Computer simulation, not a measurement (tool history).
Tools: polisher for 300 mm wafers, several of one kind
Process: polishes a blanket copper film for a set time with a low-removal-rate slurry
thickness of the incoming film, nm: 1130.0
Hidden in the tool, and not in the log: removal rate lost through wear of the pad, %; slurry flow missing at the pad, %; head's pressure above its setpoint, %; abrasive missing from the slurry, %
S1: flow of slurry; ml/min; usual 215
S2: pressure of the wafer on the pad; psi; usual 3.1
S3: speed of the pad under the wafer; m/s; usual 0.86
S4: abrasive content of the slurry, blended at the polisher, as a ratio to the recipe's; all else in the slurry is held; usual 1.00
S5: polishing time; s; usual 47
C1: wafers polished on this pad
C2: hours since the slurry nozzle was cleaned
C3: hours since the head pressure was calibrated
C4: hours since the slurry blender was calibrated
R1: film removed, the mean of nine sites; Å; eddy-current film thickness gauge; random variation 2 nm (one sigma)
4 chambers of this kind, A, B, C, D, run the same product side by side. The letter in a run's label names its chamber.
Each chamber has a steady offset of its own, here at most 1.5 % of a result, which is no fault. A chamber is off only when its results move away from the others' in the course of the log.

| run | hour | S1 | S2 | S3 | S4 | S5 | C1 | C2 | C3 | C4 | R1 |
|---|---|---|---|---|---|---|---|---|---|---|---|
| 1D | 2.8 | 215 | 3.1 | 0.86 | 1.00 | 47 | 567 | 265.6 | 178.1 | 98.3 | 1317.5 |
| 2C | 6.3 | 215 | 3.1 | 0.86 | 1.00 | 47 | 356 | 80.1 | 174.0 | 25.1 | 1339.9 |
| 3B | 10.3 | 215 | 3.1 | 0.86 | 1.00 | 47 | 821 | 111.5 | 607.9 | 111.9 | 1366.0 |
| 4A | 13.3 | 215 | 3.1 | 0.86 | 1.00 | 47 | 201 | 826.7 | 353.2 | 310.2 | 1285.3 |
| 5D | 15.7 | 215 | 3.1 | 0.86 | 1.00 | 47 | 671 | 278.5 | 191.0 | 111.2 | 1325.5 |
| 6A | 18.5 | 215 | 3.1 | 0.86 | 1.00 | 47 | 243 | 831.9 | 358.4 | 315.4 | 1303.6 |
|  | 18.8 | chamber A: slurry blender recalibrated |
| 7B | 22.4 | 215 | 3.1 | 0.86 | 1.00 | 47 | 919 | 123.6 | 620.0 | 124.0 | 1354.6 |
| 8C | 27.5 | 215 | 3.1 | 0.86 | 1.00 | 47 | 528 | 101.3 | 195.2 | 46.3 | 1306.0 |
| 9B | 32.3 | 215 | 3.1 | 0.86 | 1.00 | 47 | 999 | 133.5 | 629.9 | 133.9 | 1311.1 |
| 10C | 37.5 | 215 | 3.1 | 0.86 | 1.00 | 47 | 609 | 111.3 | 205.2 | 56.3 | 1286.5 |
| 11A | 39.9 | 215 | 3.1 | 0.86 | 1.00 | 47 | 416 | 853.3 | 379.8 | 21.1 | 1340.5 |
| 12D | 43.7 | 215 | 3.1 | 0.86 | 1.00 | 47 | 898 | 306.5 | 219.0 | 139.2 | 1334.4 |
| 13C | 49.1 | 215 | 3.1 | 0.86 | 1.00 | 47 | 703 | 122.9 | 216.8 | 67.9 | 1329.4 |
|  | 49.5 | chamber A: worn pad replaced by a new one |
| 14D | 53.7 | 215 | 3.1 | 0.86 | 1.00 | 47 | 979 | 316.5 | 229.0 | 149.2 | 1319.7 |
| 15B | 56.1 | 215 | 3.1 | 0.86 | 1.00 | 47 | 1192 | 157.3 | 653.7 | 157.7 | 1278.0 |
|  | 57.4 | chamber D: worn pad replaced by a new one |
| 16A | 58.5 | 215 | 3.1 | 0.86 | 1.00 | 47 | 73 | 871.9 | 398.4 | 39.7 | 1306.8 |
| 17A | 61.1 | 215 | 3.1 | 0.86 | 1.00 | 47 | 94 | 874.5 | 401.0 | 42.3 | 1312.7 |
| 18B | 63.8 | 215 | 2.1 | 0.86 | 1.00 | 58 | 1255 | 165.0 | 661.4 | 165.4 | 1039.6 |
| 19C | 67.5 | 215 | 2.1 | 0.86 | 1.00 | 58 | 852 | 141.3 | 235.2 | 86.3 | 1106.1 |
| 20D | 72.8 | 215 | 2.1 | 0.86 | 1.00 | 58 | 125 | 335.6 | 248.1 | 168.3 | 1104.0 |
| 21C | 76.1 | 215 | 2.1 | 0.86 | 1.00 | 58 | 922 | 149.9 | 243.8 | 94.9 | 1106.1 |
| 22D | 80.1 | 215 | 3.1 | 1.12 | 1.00 | 47 | 184 | 342.9 | 255.4 | 175.6 | 1728.1 |
| 23A | 85.0 | 215 | 3.1 | 1.12 | 1.00 | 47 | 287 | 898.4 | 424.9 | 66.2 | 1685.9 |
| 24B | 89.8 | 215 | 3.1 | 1.12 | 1.00 | 47 | 1466 | 191.0 | 687.4 | 191.4 | 1597.9 |
| 25B | 94.7 | 215 | 3.1 | 1.12 | 1.00 | 47 | 1505 | 195.9 | 692.3 | 196.3 | 1577.9 |
| 26A | 99.7 | 215 | 3.1 | 0.86 | 1.00 | 52 | 407 | 913.1 | 439.6 | 80.9 | 1445.3 |
|  | 102.1 | chamber A: slurry nozzle cleaned |
| 27D | 103.5 | 215 | 3.1 | 0.86 | 1.00 | 52 | 374 | 366.3 | 278.8 | 199.0 | 1482.2 |
| 28C | 107.0 | 215 | 3.1 | 0.86 | 1.00 | 52 | 1172 | 180.8 | 274.7 | 125.8 | 1473.1 |
| 29A | 110.6 | 215 | 3.1 | 0.86 | 1.00 | 52 | 495 | 8.5 | 450.5 | 91.8 | 1468.4 |
|  | 111.8 | chamber A: worn pad replaced by a new one |
| 30B | 115.4 | 215 | 3.1 | 0.86 | 1.00 | 47 | 1673 | 216.6 | 713.0 | 217.0 | 1193.9 |
| 31D | 119.6 | 215 | 2.5 | 0.86 | 1.15 | 47 | 505 | 382.4 | 294.9 | 215.1 | 1085.2 |
| 32C | 124.3 | 215 | 2.5 | 0.86 | 1.15 | 47 | 1313 | 198.1 | 292.0 | 143.1 | 1078.6 |
| 33A | 129.3 | 215 | 2.5 | 0.86 | 1.15 | 47 | 142 | 27.2 | 469.2 | 110.5 | 1130.0 |
| 34C | 132.7 | 215 | 2.5 | 0.86 | 1.15 | 47 | 1381 | 206.5 | 300.4 | 151.5 | 1119.5 |

Next, every chamber runs the same settings. What will each give?
| 35A | 136.5 | 275 | 3.1 | 0.86 | 1.00 | 47 |  |  |  |  | ? |
| 35B | 136.5 | 275 | 3.1 | 0.86 | 1.00 | 47 |  |  |  |  | ? |
| 35C | 136.5 | 275 | 3.1 | 0.86 | 1.00 | 47 |  |  |  |  | ? |
| 35D | 136.5 | 275 | 3.1 | 0.86 | 1.00 | 47 |  |  |  |  | ? |

| run | R1 |
|---|---|
| 35A | 1345.0 |
| 35B | 1202.9 |
| 35C | 1382.2 |
| 35D | 1369.6 |

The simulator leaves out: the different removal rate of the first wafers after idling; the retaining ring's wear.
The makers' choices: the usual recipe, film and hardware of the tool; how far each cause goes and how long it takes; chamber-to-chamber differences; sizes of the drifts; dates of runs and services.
